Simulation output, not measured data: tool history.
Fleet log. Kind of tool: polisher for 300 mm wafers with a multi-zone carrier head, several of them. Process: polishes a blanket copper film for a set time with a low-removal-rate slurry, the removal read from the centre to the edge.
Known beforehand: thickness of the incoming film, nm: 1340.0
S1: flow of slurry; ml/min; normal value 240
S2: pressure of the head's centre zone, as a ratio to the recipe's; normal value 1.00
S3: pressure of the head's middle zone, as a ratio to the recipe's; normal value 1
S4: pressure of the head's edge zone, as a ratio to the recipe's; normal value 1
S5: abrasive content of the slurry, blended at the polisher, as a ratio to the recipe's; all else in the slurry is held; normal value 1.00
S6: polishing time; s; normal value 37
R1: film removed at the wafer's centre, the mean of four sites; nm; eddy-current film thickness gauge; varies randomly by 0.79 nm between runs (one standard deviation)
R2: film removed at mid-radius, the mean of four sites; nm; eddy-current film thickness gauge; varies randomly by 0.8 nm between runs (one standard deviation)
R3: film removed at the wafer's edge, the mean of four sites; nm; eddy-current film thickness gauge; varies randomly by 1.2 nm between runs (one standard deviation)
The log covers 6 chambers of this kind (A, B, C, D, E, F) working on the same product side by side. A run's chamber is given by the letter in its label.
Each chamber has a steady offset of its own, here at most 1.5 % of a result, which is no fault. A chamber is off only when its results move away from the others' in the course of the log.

{"run": "1B", "hour": 3.9, "S1": 240, "S2": 1.0, "S3": 1, "S4": 1, "S5": 1.0, "S6": 37, "R1": 99.673, "R2": 101.86, "R3": 102.22}
{"hour": 4.3, "done": "chamber B: worn pad replaced by a new one"}
{"hour": 5.2, "done": "chamber E: worn pad replaced by a new one"}
{"run": "2C", "hour": 6.7, "S1": 240, "S2": 1.0, "S3": 1, "S4": 1, "S5": 1.0, "S6": 37, "R1": 102.91, "R2": 99.743, "R3": 102.5}
{"hour": 7.5, "done": "chamber D: worn pad replaced by a new one"}
{"run": "3F", "hour": 9.4, "S1": 240, "S2": 1.0, "S3": 1, "S4": 1, "S5": 1.0, "S6": 37, "R1": 100.98, "R2": 101.45, "R3": 102.91}
{"hour": 12.5, "done": "chamber F: worn pad replaced by a new one"}
{"run": "4E", "hour": 13.2, "S1": 240, "S2": 1.0, "S3": 1, "S4": 1, "S5": 1.0, "S6": 37, "R1": 100.76, "R2": 100.2, "R3": 101.57}
{"run": "5A", "hour": 15.6, "S1": 240, "S2": 1.0, "S3": 1, "S4": 1, "S5": 1.0, "S6": 37, "R1": 101.8, "R2": 101.8, "R3": 103.9}
{"run": "6D", "hour": 18.3, "S1": 240, "S2": 1.0, "S3": 1, "S4": 1, "S5": 1.0, "S6": 37, "R1": 101.18, "R2": 101.14, "R3": 101.71}
{"run": "7A", "hour": 21.8, "S1": 240, "S2": 1.0, "S3": 1, "S4": 1, "S5": 1.0, "S6": 37, "R1": 101.5, "R2": 102.8, "R3": 100.79}
{"hour": 22.6, "done": "chamber C: worn pad replaced by a new one"}
{"run": "8C", "hour": 24.5, "S1": 240, "S2": 1.0, "S3": 1, "S4": 1, "S5": 1.0, "S6": 37, "R1": 103.04, "R2": 99.678, "R3": 100.54}
{"run": "9D", "hour": 27.1, "S1": 240, "S2": 1.0, "S3": 1, "S4": 1, "S5": 0.75, "S6": 24, "R1": 62.029, "R2": 62.336, "R3": 62.492}
{"run": "10B", "hour": 31.9, "S1": 240, "S2": 1.0, "S3": 1, "S4": 1, "S5": 0.75, "S6": 24, "R1": 61.377, "R2": 61.515, "R3": 61.698}
{"hour": 35.5, "done": "chamber E: edge zone pressure recalibrated"}
{"run": "11F", "hour": 36.2, "S1": 240, "S2": 1.0, "S3": 1, "S4": 1, "S5": 0.75, "S6": 24, "R1": 61.265, "R2": 60.553, "R3": 61.409}
{"hour": 38.6, "done": "chamber A: worn pad replaced by a new one"}
{"run": "12E", "hour": 40.2, "S1": 240, "S2": 1.0, "S3": 1, "S4": 1, "S5": 0.75, "S6": 24, "R1": 62.008, "R2": 60.683, "R3": 61.787}
{"run": "13C", "hour": 43.1, "S1": 240, "S2": 1.0, "S3": 1, "S4": 1, "S5": 0.75, "S6": 24, "R1": 62.574, "R2": 61.211, "R3": 61.755}
{"run": "14B", "hour": 48.0, "S1": 240, "S2": 1.0, "S3": 1, "S4": 1, "S5": 0.75, "S6": 24, "R1": 60.47, "R2": 62.43, "R3": 62.168}
{"run": "15E", "hour": 52.0, "S1": 240, "S2": 1.0, "S3": 1, "S4": 1, "S5": 1.0, "S6": 37, "R1": 101.1, "R2": 100.52, "R3": 99.47}
{"run": "16A", "hour": 55.1, "S1": 240, "S2": 1.0, "S3": 1, "S4": 1, "S5": 1.0, "S6": 37, "R1": 101.28, "R2": 101.21, "R3": 99.979}
{"run": "17D", "hour": 58.1, "S1": 240, "S2": 1.0, "S3": 1, "S4": 1, "S5": 1.2, "S6": 33, "R1": 94.115, "R2": 93.34, "R3": 94.8}
{"hour": 59.9, "done": "chamber E: worn pad replaced by a new one"}
{"run": "18F", "hour": 61.1, "S1": 240, "S2": 1.0, "S3": 1, "S4": 1, "S5": 1.2, "S6": 33, "R1": 94.4, "R2": 92.916, "R3": 94.666}
{"run": "19F", "hour": 63.6, "S1": 240, "S2": 1.0, "S3": 1, "S4": 1, "S5": 1.2, "S6": 33, "R1": 93.562, "R2": 93.555, "R3": 94.755}
{"run": "20E", "hour": 67.7, "S1": 240, "S2": 1.0, "S3": 1, "S4": 1, "S5": 1.2, "S6": 33, "R1": 94.563, "R2": 92.154, "R3": 93.536}
{"hour": 68.9, "done": "chamber C: worn pad replaced by a new one"}
{"hour": 69.3, "done": "chamber F: worn pad replaced by a new one"}
{"run": "21B", "hour": 71.3, "S1": 240, "S2": 1.0, "S3": 1, "S4": 1, "S5": 1.2, "S6": 33, "R1": 93.252, "R2": 95.038, "R3": 94.683}
{"run": "22C", "hour": 73.8, "S1": 240, "S2": 1.0, "S3": 1, "S4": 1, "S5": 1.2, "S6": 33, "R1": 94.778, "R2": 93.567, "R3": 93.711}
{"hour": 74.4, "done": "chamber D: slurry nozzle cleaned"}
{"run": "23D", "hour": 77.2, "S1": 240, "S2": 1.0, "S3": 1, "S4": 1, "S5": 1.0, "S6": 37, "R1": 100.82, "R2": 102.49, "R3": 99.593}
{"hour": 79.6, "done": "chamber B: worn pad replaced by a new one"}
{"run": "24A", "hour": 80.5, "S1": 240, "S2": 1.0, "S3": 1, "S4": 1, "S5": 1.0, "S6": 37, "R1": 101.05, "R2": 102.64, "R3": 101.77}
{"hour": 83.5, "done": "chamber A: worn pad replaced by a new one"}
{"run": "25D", "hour": 84.0, "S1": 240, "S2": 1.0, "S3": 1, "S4": 1, "S5": 1.0, "S6": 37, "R1": 100.3, "R2": 100.26, "R3": 101.3}
{"run": "26F", "hour": 87.2, "S1": 240, "S2": 1.0, "S3": 1, "S4": 1, "S5": 1.0, "S6": 37, "R1": 101.05, "R2": 100.71, "R3": 101.28}
{"hour": 89.2, "done": "chamber D: worn pad replaced by a new one"}
{"run": "27B", "hour": 90.2, "S1": 240, "S2": 1.0, "S3": 1, "S4": 1, "S5": 1.0, "S6": 37, "R1": 98.734, "R2": 101.3, "R3": 102.11}
{"run": "28A", "hour": 94.8, "S1": 240, "S2": 1.0, "S3": 1, "S4": 1, "S5": 1.0, "S6": 37, "R1": 101.3, "R2": 101.77, "R3": 98.527}
{"run": "29C", "hour": 98.3, "S1": 240, "S2": 1.0, "S3": 1, "S4": 1, "S5": 1.0, "S6": 37, "R1": 102.06, "R2": 100.37, "R3": 101.48}
{"run": "30E", "hour": 102.7, "S1": 240, "S2": 1.0, "S3": 1, "S4": 1, "S5": 1.0, "S6": 37, "R1": 102.89, "R2": 99.951, "R3": 102.89}
{"hour": 104.5, "done": "chamber E: worn pad replaced by a new one"}
{"run": "31A", "hour": 107.1, "S1": 240, "S2": 1.0, "S3": 1, "S4": 1, "S5": 1.0, "S6": 37, "R1": 101.15, "R2": 101.07, "R3": 102.56}
{"run": "32B", "hour": 109.6, "S1": 240, "S2": 1.0, "S3": 1, "S4": 1, "S5": 1.0, "S6": 37, "R1": 101.45, "R2": 101.21, "R3": 100.89}
{"run": "33E", "hour": 113.9, "S1": 240, "S2": 1.0, "S3": 1, "S4": 1, "S5": 1.0, "S6": 37, "R1": 102.35, "R2": 99.958, "R3": 103.97}
{"run": "34D", "hour": 116.7, "S1": 240, "S2": 1.0, "S3": 1, "S4": 1, "S5": 1.0, "S6": 37, "R1": 101.04, "R2": 101.72, "R3": 99.37}
{"hour": 118.3, "done": "chamber C: edge zone pressure recalibrated"}
{"run": "35C", "hour": 119.6, "S1": 240, "S2": 1.11, "S3": 1, "S4": 1, "S5": 1.0, "S6": 37, "R1": 115.25, "R2": 100.59, "R3": 100.57}
{"hour": 120.2, "done": "chamber F: worn pad replaced by a new one"}
{"run": "36F", "hour": 123.3, "S1": 240, "S2": 1.11, "S3": 1, "S4": 1, "S5": 1.0, "S6": 37, "R1": 113.91, "R2": 99.877, "R3": 100.38}
{"hour": 124.6, "done": "chamber A: worn pad replaced by a new one"}
{"run": "37B", "hour": 125.7, "S1": 240, "S2": 1.11, "S3": 1, "S4": 1, "S5": 1.0, "S6": 37, "R1": 113.16, "R2": 101.37, "R3": 103.52}
{"run": "38A", "hour": 130.1, "S1": 240, "S2": 1.11, "S3": 1, "S4": 1, "S5": 1.0, "S6": 37, "R1": 112.76, "R2": 102.93, "R3": 103.64}

Read the log: is a single chamber off, either drifting away or since a service, is the gauge that measures every chamber drifting, or is nothing wrong beyond small per-chamber offsets? Name any odd chamber and what most likely caused it.

No chamber stands off beyond its own small offset, and the gauge holds steady.
